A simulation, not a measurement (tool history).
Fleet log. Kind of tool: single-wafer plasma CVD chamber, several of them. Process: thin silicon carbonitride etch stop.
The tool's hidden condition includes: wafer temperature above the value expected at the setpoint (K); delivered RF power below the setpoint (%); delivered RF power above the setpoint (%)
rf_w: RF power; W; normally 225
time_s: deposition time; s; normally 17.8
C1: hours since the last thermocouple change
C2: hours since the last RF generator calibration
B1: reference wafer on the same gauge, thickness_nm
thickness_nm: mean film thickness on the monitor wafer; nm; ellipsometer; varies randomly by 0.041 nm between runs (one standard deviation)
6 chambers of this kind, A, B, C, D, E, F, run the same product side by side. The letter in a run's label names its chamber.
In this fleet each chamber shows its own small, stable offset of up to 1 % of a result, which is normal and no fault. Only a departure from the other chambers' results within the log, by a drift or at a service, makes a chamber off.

-- hour=2.9 chamber B: thermocouple changed; heater temperature recalibrated
run 1D hour=11.8 | rf_w=225 time_s=17.8 | C1=2402.3 C2=1681.1 | B1=10.496 | thickness_nm=10.418
-- hour=12.8 chamber E: thermocouple changed; heater temperature recalibrated
run 2F hour=17.5 | rf_w=225 time_s=17.8 | C1=662 C2=33.4 | B1=10.499 | thickness_nm=10.577
run 3C hour=28.6 | rf_w=225 time_s=17.8 | C1=2018.8 C2=1002.4 | B1=10.501 | thickness_nm=10.509
run 4E hour=41.4 | rf_w=225 time_s=17.8 | C1=28.7 C2=909.4 | B1=10.504 | thickness_nm=10.632
-- hour=47.2 chamber C: RF generator calibrated
run 5A hour=53.6 | rf_w=225 time_s=17.8 | C1=2167.5 C2=161.1 | B1=10.504 | thickness_nm=10.493
-- hour=56 chamber D: thermocouple changed; heater temperature recalibrated
run 6B hour=62.1 | rf_w=210 time_s=17.8 | C1=59.2 C2=1087.1 | B1=10.493 | thickness_nm=10.249
run 7A hour=71.4 | rf_w=210 time_s=17.8 | C1=2185.3 C2=178.9 | B1=10.51 | thickness_nm=10.268
run 8F hour=79.9 | rf_w=210 time_s=17.8 | C1=724.4 C2=95.8 | B1=10.494 | thickness_nm=10.32
run 9C hour=89.8 | rf_w=210 time_s=17.8 | C1=2080 C2=42.6 | B1=10.5 | thickness_nm=10.244
run 10B hour=96.6 | rf_w=210 time_s=17.8 | C1=93.7 C2=1121.6 | B1=10.491 | thickness_nm=10.216
run 11E hour=107.9 | rf_w=210 time_s=17.8 | C1=95.2 C2=975.9 | B1=10.498 | thickness_nm=10.412
run 12D hour=114.4 | rf_w=225 time_s=17.8 | C1=58.5 C2=1783.7 | B1=10.512 | thickness_nm=10.471
run 13B hour=126.6 | rf_w=225 time_s=17.8 | C1=123.7 C2=1151.6 | B1=10.489 | thickness_nm=10.389
-- hour=137 chamber B: RF generator calibrated
run 14E hour=137.8 | rf_w=245 time_s=15.7 | C1=125.1 C2=1005.8 | B1=10.503 | thickness_nm=9.6203
run 15A hour=144.4 | rf_w=245 time_s=15.7 | C1=2258.3 C2=251.9 | B1=10.49 | thickness_nm=9.543
run 16C hour=155.6 | rf_w=245 time_s=15.7 | C1=2145.8 C2=108.4 | B1=10.502 | thickness_nm=9.4712
run 17D hour=167.9 | rf_w=245 time_s=15.7 | C1=112 C2=1837.2 | B1=10.499 | thickness_nm=9.5407
run 18F hour=178.8 | rf_w=245 time_s=15.7 | C1=823.3 C2=194.7 | B1=10.5 | thickness_nm=9.5073
run 19C hour=191.5 | rf_w=245 time_s=15.7 | C1=2181.7 C2=144.3 | B1=10.497 | thickness_nm=9.479
run 20A hour=202.8 | rf_w=225 time_s=17.8 | C1=2316.7 C2=310.3 | B1=10.501 | thickness_nm=10.509
run 21E hour=213 | rf_w=225 time_s=17.8 | C1=200.3 C2=1081 | B1=10.501 | thickness_nm=10.547
run 22B hour=224.8 | rf_w=205 time_s=19.5 | C1=221.9 C2=87.9 | B1=10.497 | thickness_nm=11.173
run 23F hour=234.9 | rf_w=205 time_s=19.5 | C1=879.4 C2=250.8 | B1=10.517 | thickness_nm=11.185
run 24D hour=241 | rf_w=205 time_s=19.5 | C1=185.1 C2=1910.3 | B1=10.495 | thickness_nm=11.129
run 25B hour=253.1 | rf_w=205 time_s=19.5 | C1=250.2 C2=116.2 | B1=10.495 | thickness_nm=11.131
run 26F hour=264.2 | rf_w=205 time_s=19.5 | C1=908.7 C2=280.1 | B1=10.503 | thickness_nm=11.257
run 27D hour=273.6 | rf_w=205 time_s=19.5 | C1=217.7 C2=1942.9 | B1=10.504 | thickness_nm=11.095
run 28E hour=280.5 | rf_w=225 time_s=17.8 | C1=267.8 C2=1148.5 | B1=10.51 | thickness_nm=10.526
run 29C hour=291.6 | rf_w=225 time_s=19.5 | C1=2281.8 C2=244.4 | B1=10.498 | thickness_nm=11.549
-- hour=298.6 chamber C: thermocouple changed; heater temperature recalibrated
run 30A hour=302.4 | rf_w=225 time_s=19.5 | C1=2416.3 C2=409.9 | B1=10.502 | thickness_nm=11.521
run 31E hour=310.7 | rf_w=225 time_s=19.5 | C1=298 C2=1178.7 | B1=10.512 | thickness_nm=11.594
run 32A hour=323.8 | rf_w=225 time_s=19.5 | C1=2437.7 C2=431.3 | B1=10.5 | thickness_nm=11.493
run 33C hour=330.7 | rf_w=225 time_s=19.5 | C1=32.1 C2=283.5 | B1=10.504 | thickness_nm=11.557
run 34B hour=341.3 | rf_w=225 time_s=19.5 | C1=338.4 C2=204.4 | B1=10.492 | thickness_nm=11.505
run 35D hour=349.3 | rf_w=225 time_s=17.8 | C1=293.4 C2=2018.6 | B1=10.506 | thickness_nm=10.491
run 36F hour=357.1 | rf_w=225 time_s=17.8 | C1=1001.6 C2=373 | B1=10.5 | thickness_nm=10.502
run 37E hour=366.5 | rf_w=225 time_s=17.8 | C1=353.8 C2=1234.5 | B1=10.507 | thickness_nm=10.56
run 38A hour=374.1 | rf_w=225 time_s=17.8 | C1=2488 C2=481.6 | B1=10.499 | thickness_nm=10.55
-- hour=378.3 chamber D: RF generator calibrated
run 39C hour=383.6 | rf_w=225 time_s=17.8 | C1=85 C2=336.4 | B1=10.504 | thickness_nm=10.491
run 40B hour=391.3 | rf_w=225 time_s=17.8 | C1=388.4 C2=254.4 | B1=10.501 | thickness_nm=10.404
run 41F hour=398.1 | rf_w=225 time_s=17.8 | C1=1042.6 C2=414 | B1=10.495 | thickness_nm=10.482
run 42D hour=410.2 | rf_w=225 time_s=17.8 | C1=354.3 C2=31.9 | B1=10.509 | thickness_nm=10.477
run 43F hour=420.3 | rf_w=225 time_s=17.8 | C1=1064.8 C2=436.2 | B1=10.497 | thickness_nm=10.542
run 44C hour=426.8 | rf_w=225 time_s=15.6 | C1=128.2 C2=379.6 | B1=10.495 | thickness_nm=9.1638

Which is it: a chamber that has drifted or been left off by a service, a gauge drift common to all chambers, or only each chamber's usual small offset? If a chamber is off, name it and its likeliest cause.

Beyond each chamber's small constant offset nothing stands out, and the gauge stays steady.
